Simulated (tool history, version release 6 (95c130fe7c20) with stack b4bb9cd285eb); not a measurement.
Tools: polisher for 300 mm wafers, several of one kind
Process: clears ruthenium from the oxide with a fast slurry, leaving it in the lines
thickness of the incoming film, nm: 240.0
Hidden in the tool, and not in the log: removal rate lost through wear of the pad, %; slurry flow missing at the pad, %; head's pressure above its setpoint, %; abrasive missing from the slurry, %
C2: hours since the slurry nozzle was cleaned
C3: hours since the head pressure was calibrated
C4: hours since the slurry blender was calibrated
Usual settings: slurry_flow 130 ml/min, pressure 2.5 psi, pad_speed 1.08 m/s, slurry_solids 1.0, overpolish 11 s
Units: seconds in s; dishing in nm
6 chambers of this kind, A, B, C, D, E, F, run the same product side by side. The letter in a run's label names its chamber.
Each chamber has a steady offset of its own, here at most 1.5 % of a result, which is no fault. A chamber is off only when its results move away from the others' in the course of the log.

{"run": "1D", "hour": 6.0, "slurry_flow": 130, "pressure": 2.5, "pad_speed": 1.08, "slurry_solids": 1.0, "overpolish": 11, "wafers polished on this pad": 602, "C2": 653.0, "C3": 771.9, "C4": 287.5, "seconds": 56.354, "dishing": 33.047}
{"run": "2A", "hour": 13.7, "slurry_flow": 130, "pressure": 2.5, "pad_speed": 1.08, "slurry_solids": 1.0, "overpolish": 11, "wafers polished on this pad": 755, "C2": 273.8, "C3": 23.0, "C4": 255.5, "seconds": 56.179, "dishing": 32.875}
{"hour": 17.9, "done": "chamber C: slurry blender recalibrated"}
{"run": "3B", "hour": 18.0, "slurry_flow": 130, "pressure": 2.5, "pad_speed": 1.08, "slurry_solids": 1.0, "overpolish": 11, "wafers polished on this pad": 407, "C2": 282.2, "C3": 53.8, "C4": 65.1, "seconds": 56.626, "dishing": 33.203}
{"run": "4F", "hour": 23.8, "slurry_flow": 130, "pressure": 2.5, "pad_speed": 1.08, "slurry_solids": 1.0, "overpolish": 11, "wafers polished on this pad": 610, "C2": 393.6, "C3": 30.2, "C4": 178.7, "seconds": 56.148, "dishing": 33.151}
{"run": "5C", "hour": 27.8, "slurry_flow": 130, "pressure": 2.5, "pad_speed": 1.08, "slurry_solids": 1.0, "overpolish": 11, "wafers polished on this pad": 484, "C2": 39.4, "C3": 1278.2, "C4": 10.0, "seconds": 57.072, "dishing": 32.605}
{"hour": 28.5, "done": "chamber F: slurry blender recalibrated"}
{"hour": 30.5, "done": "chamber E: slurry blender recalibrated"}
{"run": "6E", "hour": 36.9, "slurry_flow": 130, "pressure": 2.5, "pad_speed": 1.08, "slurry_solids": 1.0, "overpolish": 11, "wafers polished on this pad": 898, "C2": 74.9, "C3": 137.8, "C4": 6.5, "seconds": 55.504, "dishing": 32.615}
{"hour": 39.8, "done": "chamber B: slurry nozzle cleaned"}
{"hour": 42.9, "done": "chamber F: slurry nozzle cleaned"}
{"run": "7D", "hour": 43.4, "slurry_flow": 130, "pressure": 2.5, "pad_speed": 1.08, "slurry_solids": 1.0, "overpolish": 11, "wafers polished on this pad": 904, "C2": 690.4, "C3": 809.3, "C4": 324.9, "seconds": 56.853, "dishing": 32.944}
{"run": "8C", "hour": 49.8, "slurry_flow": 130, "pressure": 2.5, "pad_speed": 1.08, "slurry_solids": 1.0, "overpolish": 11, "wafers polished on this pad": 661, "C2": 61.4, "C3": 1300.2, "C4": 32.0, "seconds": 56.295, "dishing": 33.231}
{"hour": 51.9, "done": "chamber D: slurry nozzle cleaned"}
{"hour": 54.3, "done": "chamber D: worn pad replaced by a new one"}
{"run": "9B", "hour": 58.8, "slurry_flow": 130, "pressure": 2.5, "pad_speed": 1.08, "slurry_solids": 1.0, "overpolish": 11, "wafers polished on this pad": 736, "C2": 19.0, "C3": 94.6, "C4": 105.9, "seconds": 55.934, "dishing": 33.292}
{"run": "10E", "hour": 65.6, "slurry_flow": 130, "pressure": 2.5, "pad_speed": 1.08, "slurry_solids": 1.0, "overpolish": 11, "wafers polished on this pad": 1130, "C2": 103.6, "C3": 166.5, "C4": 35.2, "seconds": 56.291, "dishing": 32.772}
{"run": "11A", "hour": 73.1, "slurry_flow": 130, "pressure": 2.5, "pad_speed": 1.08, "slurry_solids": 1.0, "overpolish": 11, "wafers polished on this pad": 1233, "C2": 333.2, "C3": 82.4, "C4": 314.9, "seconds": 55.084, "dishing": 31.925}
{"hour": 81.8, "done": "chamber D: slurry blender recalibrated"}
{"run": "12F", "hour": 82.1, "slurry_flow": 130, "pressure": 2.5, "pad_speed": 1.08, "slurry_solids": 1.0, "overpolish": 11, "wafers polished on this pad": 1080, "C2": 39.3, "C3": 88.5, "C4": 53.6, "seconds": 56.623, "dishing": 33.561}
{"hour": 87.9, "done": "chamber A: worn pad replaced by a new one"}
{"run": "13F", "hour": 90.8, "slurry_flow": 130, "pressure": 2.5, "pad_speed": 1.08, "slurry_solids": 1.0, "overpolish": 11, "wafers polished on this pad": 1150, "C2": 48.0, "C3": 97.2, "C4": 62.3, "seconds": 55.874, "dishing": 32.72}
{"run": "14D", "hour": 98.9, "slurry_flow": 130, "pressure": 2.5, "pad_speed": 1.08, "slurry_solids": 1.0, "overpolish": 11, "wafers polished on this pad": 359, "C2": 47.1, "C3": 864.8, "C4": 17.2, "seconds": 56.546, "dishing": 33.657}
{"hour": 100.5, "done": "chamber B: worn pad replaced by a new one"}
{"hour": 101.6, "done": "chamber A: slurry blender recalibrated"}
{"run": "15C", "hour": 106.9, "slurry_flow": 130, "pressure": 2.5, "pad_speed": 1.08, "slurry_solids": 1.0, "overpolish": 11, "wafers polished on this pad": 1121, "C2": 118.5, "C3": 1357.3, "C4": 89.1, "seconds": 55.386, "dishing": 32.738}
{"hour": 111.9, "done": "chamber F: worn pad replaced by a new one"}
{"run": "16E", "hour": 114.2, "slurry_flow": 130, "pressure": 2.5, "pad_speed": 1.08, "slurry_solids": 1.0, "overpolish": 11, "wafers polished on this pad": 1521, "C2": 152.2, "C3": 215.1, "C4": 83.8, "seconds": 57.794, "dishing": 31.85}
{"hour": 117.2, "done": "chamber C: head pressure recalibrated"}
{"run": "17B", "hour": 121.1, "slurry_flow": 130, "pressure": 2.5, "pad_speed": 1.08, "slurry_solids": 1.0, "overpolish": 11, "wafers polished on this pad": 166, "C2": 81.3, "C3": 156.9, "C4": 168.2, "seconds": 55.743, "dishing": 33.099}
{"run": "18A", "hour": 125.3, "slurry_flow": 130, "pressure": 2.5, "pad_speed": 1.08, "slurry_solids": 1.0, "overpolish": 11, "wafers polished on this pad": 301, "C2": 385.4, "C3": 134.6, "C4": 23.7, "seconds": 54.307, "dishing": 32.649}
{"hour": 128.4, "done": "chamber C: worn pad replaced by a new one"}
{"run": "19A", "hour": 131.1, "slurry_flow": 170, "pressure": 2.5, "pad_speed": 1.08, "slurry_solids": 1.0, "overpolish": 11, "wafers polished on this pad": 348, "C2": 391.2, "C3": 140.4, "C4": 29.5, "seconds": 52.588, "dishing": 34.185}
{"run": "20E", "hour": 135.1, "slurry_flow": 170, "pressure": 2.5, "pad_speed": 1.08, "slurry_solids": 1.0, "overpolish": 11, "wafers polished on this pad": 1690, "C2": 173.1, "C3": 236.0, "C4": 104.7, "seconds": 55.413, "dishing": 32.287}
{"run": "21D", "hour": 139.8, "slurry_flow": 170, "pressure": 2.5, "pad_speed": 1.08, "slurry_solids": 1.0, "overpolish": 11, "wafers polished on this pad": 689, "C2": 88.0, "C3": 905.7, "C4": 58.1, "seconds": 54.57, "dishing": 34.33}
{"run": "22B", "hour": 144.7, "slurry_flow": 170, "pressure": 2.5, "pad_speed": 1.08, "slurry_solids": 1.0, "overpolish": 11, "wafers polished on this pad": 356, "C2": 104.9, "C3": 180.5, "C4": 191.8, "seconds": 54.394, "dishing": 34.837}
{"run": "23F", "hour": 150.6, "slurry_flow": 170, "pressure": 2.5, "pad_speed": 1.08, "slurry_solids": 1.0, "overpolish": 11, "wafers polished on this pad": 312, "C2": 107.8, "C3": 157.0, "C4": 122.1, "seconds": 53.078, "dishing": 34.118}
{"run": "24C", "hour": 155.2, "slurry_flow": 170, "pressure": 2.5, "pad_speed": 1.08, "slurry_solids": 1.0, "overpolish": 11, "wafers polished on this pad": 216, "C2": 166.8, "C3": 38.0, "C4": 137.4, "seconds": 53.556, "dishing": 33.811}
{"run": "25F", "hour": 160.7, "slurry_flow": 130, "pressure": 2.5, "pad_speed": 1.08, "slurry_solids": 1.0, "overpolish": 11, "wafers polished on this pad": 393, "C2": 117.9, "C3": 167.1, "C4": 132.2, "seconds": 55.829, "dishing": 33.105}
{"run": "26B", "hour": 166.6, "slurry_flow": 130, "pressure": 2.5, "pad_speed": 1.08, "slurry_solids": 1.0, "overpolish": 11, "wafers polished on this pad": 533, "C2": 126.8, "C3": 202.4, "C4": 213.7, "seconds": 56.742, "dishing": 32.973}
{"hour": 167.6, "done": "chamber B: slurry blender recalibrated"}
{"hour": 170.4, "done": "chamber D: worn pad replaced by a new one"}
{"run": "27D", "hour": 174.8, "slurry_flow": 130, "pressure": 2.5, "pad_speed": 1.08, "slurry_solids": 1.1, "overpolish": 11, "wafers polished on this pad": 35, "C2": 123.0, "C3": 940.7, "C4": 93.1, "seconds": 54.4, "dishing": 34.543}
{"run": "28C", "hour": 183.9, "slurry_flow": 130, "pressure": 2.5, "pad_speed": 1.08, "slurry_solids": 1.1, "overpolish": 11, "wafers polished on this pad": 447, "C2": 195.5, "C3": 66.7, "C4": 166.1, "seconds": 52.691, "dishing": 34.11}
{"run": "29E", "hour": 190.1, "slurry_flow": 130, "pressure": 2.5, "pad_speed": 1.08, "slurry_solids": 1.1, "overpolish": 11, "wafers polished on this pad": 2133, "C2": 228.1, "C3": 291.0, "C4": 159.7, "seconds": 56.559, "dishing": 31.535}
{"run": "30A", "hour": 195.5, "slurry_flow": 130, "pressure": 2.5, "pad_speed": 1.08, "slurry_solids": 1.1, "overpolish": 11, "wafers polished on this pad": 867, "C2": 455.6, "C3": 204.8, "C4": 93.9, "seconds": 53.281, "dishing": 33.376}
{"run": "31F", "hour": 202.4, "slurry_flow": 130, "pressure": 2.5, "pad_speed": 1.08, "slurry_solids": 1.1, "overpolish": 11, "wafers polished on this pad": 729, "C2": 159.6, "C3": 208.8, "C4": 173.9, "seconds": 52.498, "dishing": 33.866}
{"run": "32E", "hour": 208.7, "slurry_flow": 130, "pressure": 2.5, "pad_speed": 1.08, "slurry_solids": 1.1, "overpolish": 11, "wafers polished on this pad": 2283, "C2": 246.7, "C3": 309.6, "C4": 178.3, "seconds": 60.281, "dishing": 31.163}
{"hour": 211.9, "done": "chamber B: worn pad replaced by a new one"}
{"run": "33A", "hour": 216.8, "slurry_flow": 155, "pressure": 2.5, "pad_speed": 1.08, "slurry_solids": 1.0, "overpolish": 11, "wafers polished on this pad": 1039, "C2": 476.9, "C3": 226.1, "C4": 115.2, "seconds": 53.796, "dishing": 33.608}
{"hour": 219.0, "done": "chamber F: slurry blender recalibrated"}
{"run": "34C", "hour": 224.5, "slurry_flow": 155, "pressure": 2.5, "pad_speed": 1.08, "slurry_solids": 1.0, "overpolish": 11, "wafers polished on this pad": 774, "C2": 236.1, "C3": 107.3, "C4": 206.7, "seconds": 54.752, "dishing": 33.594}
{"run": "35B", "hour": 229.2, "slurry_flow": 155, "pressure": 2.5, "pad_speed": 1.08, "slurry_solids": 1.0, "overpolish": 11, "wafers polished on this pad": 139, "C2": 189.4, "C3": 265.0, "C4": 61.6, "seconds": 54.895, "dishing": 34.167}
{"run": "36D", "hour": 238.0, "slurry_flow": 155, "pressure": 2.5, "pad_speed": 1.08, "slurry_solids": 1.0, "overpolish": 11, "wafers polished on this pad": 545, "C2": 186.2, "C3": 1003.9, "C4": 156.3, "seconds": 55.27, "dishing": 33.792}
{"run": "37A", "hour": 244.3, "slurry_flow": 155, "pressure": 2.5, "pad_speed": 1.08, "slurry_solids": 1.0, "overpolish": 11, "wafers polished on this pad": 1260, "C2": 504.4, "C3": 253.6, "C4": 142.7, "seconds": 53.568, "dishing": 33.063}
{"run": "38E", "hour": 251.9, "slurry_flow": 155, "pressure": 2.5, "pad_speed": 1.08, "slurry_solids": 1.0, "overpolish": 11, "wafers polished on this pad": 2631, "C2": 289.9, "C3": 352.8, "C4": 221.5, "seconds": 59.696, "dishing": 30.338}
{"run": "39B", "hour": 257.2, "slurry_flow": 130, "pressure": 2.5, "pad_speed": 1.08, "slurry_solids": 1.0, "overpolish": 11, "wafers polished on this pad": 365, "C2": 217.4, "C3": 293.0, "C4": 89.6, "seconds": 55.608, "dishing": 32.697}
{"hour": 263.3, "done": "chamber C: worn pad replaced by a new one"}
{"run": "40C", "hour": 264.4, "slurry_flow": 130, "pressure": 2.5, "pad_speed": 1.08, "slurry_solids": 1.0, "overpolish": 11, "wafers polished on this pad": 9, "C2": 276.0, "C3": 147.2, "C4": 246.6, "seconds": 56.062, "dishing": 32.587}
{"run": "41D", "hour": 269.2, "slurry_flow": 130, "pressure": 2.5, "pad_speed": 0.96, "slurry_solids": 1.0, "overpolish": 11, "wafers polished on this pad": 796, "C2": 217.4, "C3": 1035.1, "C4": 187.5, "seconds": 64.018, "dishing": 30.837}
{"run": "42F", "hour": 276.9, "slurry_flow": 130, "pressure": 2.5, "pad_speed": 0.96, "slurry_solids": 1.0, "overpolish": 11, "wafers polished on this pad": 1330, "C2": 234.1, "C3": 283.3, "C4": 57.9, "seconds": 62.595, "dishing": 30.071}
{"run": "43B", "hour": 283.6, "slurry_flow": 130, "pressure": 2.5, "pad_speed": 0.96, "slurry_solids": 1.0, "overpolish": 11, "wafers polished on this pad": 577, "C2": 243.8, "C3": 319.4, "C4": 116.0, "seconds": 62.802, "dishing": 30.12}

Is one chamber off against the others, does the gauge drift, or is nothing wrong? If a chamber is off, say which, and what the likeliest cause is.

Chamber E drifts away from the others.
Cause: removal rate lost through wear of the pad, % = 12.1.
The log may not tell that from: slurry flow missing at the pad, %; head's pressure below its setpoint, %; abrasive missing from the slurry, %.

Here are 4 candidates for chamber E's next run, each the usual settings with a change, their results left as question marks. Which one brings its results back in line with what the others give on the usual settings?
In line means no further than this from the other chambers' mean on the usual settings: seconds 2.200 s; dishing 1.200 nm
{"run": "44E-1", "hour": 290.1, "slurry_flow": 130, "pressure": 2.6, "pad_speed": 1.1, "slurry_solids": 1.0, "overpolish": 11, "seconds": "?", "dishing": "?"}
{"run": "44E-2", "hour": 290.1, "slurry_flow": 130, "pressure": 2.4, "pad_speed": 1.06, "slurry_solids": 1.0, "overpolish": 11, "seconds": "?", "dishing": "?"}
{"run": "44E-3", "hour": 290.1, "slurry_flow": 130, "pressure": 2.7, "pad_speed": 1.14, "slurry_solids": 1.0, "overpolish": 11, "seconds": "?", "dishing": "?"}
{"run": "44E-4", "hour": 290.1, "slurry_flow": 130, "pressure": 2.3, "pad_speed": 1.02, "slurry_solids": 1.0, "overpolish": 11, "seconds": "?", "dishing": "?"}

The other chambers' mean on the usual settings: seconds 56.008 s; dishing 32.902 nm
run=44E-1 seconds=60.539 dishing=30.916
run=44E-2 seconds=68.178 dishing=28.191
run=44E-3 seconds=56.192 dishing=32.707
run=44E-4 seconds=74.026 dishing=26.403
44E-3 brings the chamber back in line.
